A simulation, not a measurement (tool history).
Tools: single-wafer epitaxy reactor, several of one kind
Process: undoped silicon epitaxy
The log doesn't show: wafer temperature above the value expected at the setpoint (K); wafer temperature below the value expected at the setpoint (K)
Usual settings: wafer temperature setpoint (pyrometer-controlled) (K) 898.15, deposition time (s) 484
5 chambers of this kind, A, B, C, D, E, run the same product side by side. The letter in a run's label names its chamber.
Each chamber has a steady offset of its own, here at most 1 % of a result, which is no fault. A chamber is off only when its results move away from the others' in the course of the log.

run	hour	wafer temperature setpoint (pyrometer-controlled) (K)	deposition time (s)	hours since the last pyrometer calibration	read-back reference wafer on the same gauge, thickness_nm	mean film thickness on the monitor wafer (nm)
1C	5.6	898.15	484	2866.9	43.536	46.334
2B	15.5	898.15	484	201.7	43.603	46.037
3A	25.3	898.15	484	1044.1	43.607	45.915
4D	35.8	898.15	484	1353.9	43.574	46.277
5E	45.5	898.15	484	1682.9	43.575	46.847
6A	53.3	898.15	484	1072.1	43.605	46.310
7D	62.4	898.15	484	1380.5	43.578	46.379
8C	71.5	898.15	484	2932.8	43.602	46.140
9E	79.9	898.15	484	1717.3	43.610	47.358
10B	86.7	887.15	484	272.9	43.644	36.120
11B	92.1	887.15	484	278.3	43.540	35.892
12E	100.6	887.15	484	1738.0	43.523	36.413
13C	111.3	887.15	484	2972.6	43.597	35.576
14A	120.2	887.15	484	1139.0	43.525	35.439
15D	130.7	898.15	484	1448.8	43.598	46.129
16E	137.4	898.15	518	1774.8	43.600	50.131
17B	143.7	898.15	518	329.9	43.607	50.088
18D	152.2	898.15	518	1470.3	43.649	49.494
19A	162.2	898.15	518	1181.0	43.668	49.836
20C	170.2	898.15	518	3031.5	43.558	49.847
21B	178.3	898.15	484	364.5	43.643	46.508
22D	183.2	898.15	484	1501.3	43.565	46.431
23C	190.1	898.15	484	3051.4	43.659	46.358
# hour 194.0: chamber C: pyrometer calibrated
24A	196.9	898.15	484	1215.7	43.630	46.893
25E	203.4	898.15	484	1840.8	43.628	46.999
26B	210.2	898.15	484	396.4	43.611	46.665
27D	219.3	898.15	484	1537.4	43.676	45.807
28E	225.3	898.15	484	1862.7	43.639	46.619
29C	232.3	898.15	484	38.4	43.564	46.914
30A	243.0	898.15	484	1261.8	43.538	47.698
31E	248.7	898.15	484	1886.1	43.617	46.559
32D	256.6	898.15	484	1574.7	43.582	46.422
33A	262.1	888.15	419	1280.9	43.595	33.094
34B	267.4	888.15	419	453.6	43.660	31.674
35C	274.2	888.15	419	80.3	43.643	31.766
36B	284.9	888.15	419	471.1	43.578	31.700
37D	292.8	888.15	419	1610.9	43.620	31.941

Next, every chamber runs the same settings. What will each give?
38A	300.7	898.15	484			?
38B	300.7	898.15	484			?
38C	300.7	898.15	484			?
38D	300.7	898.15	484			?
38E	300.7	898.15	484			?

run	mean film thickness on the monitor wafer (nm)
38A	48.436
38B	46.627
38C	45.970
38D	46.191
38E	47.029
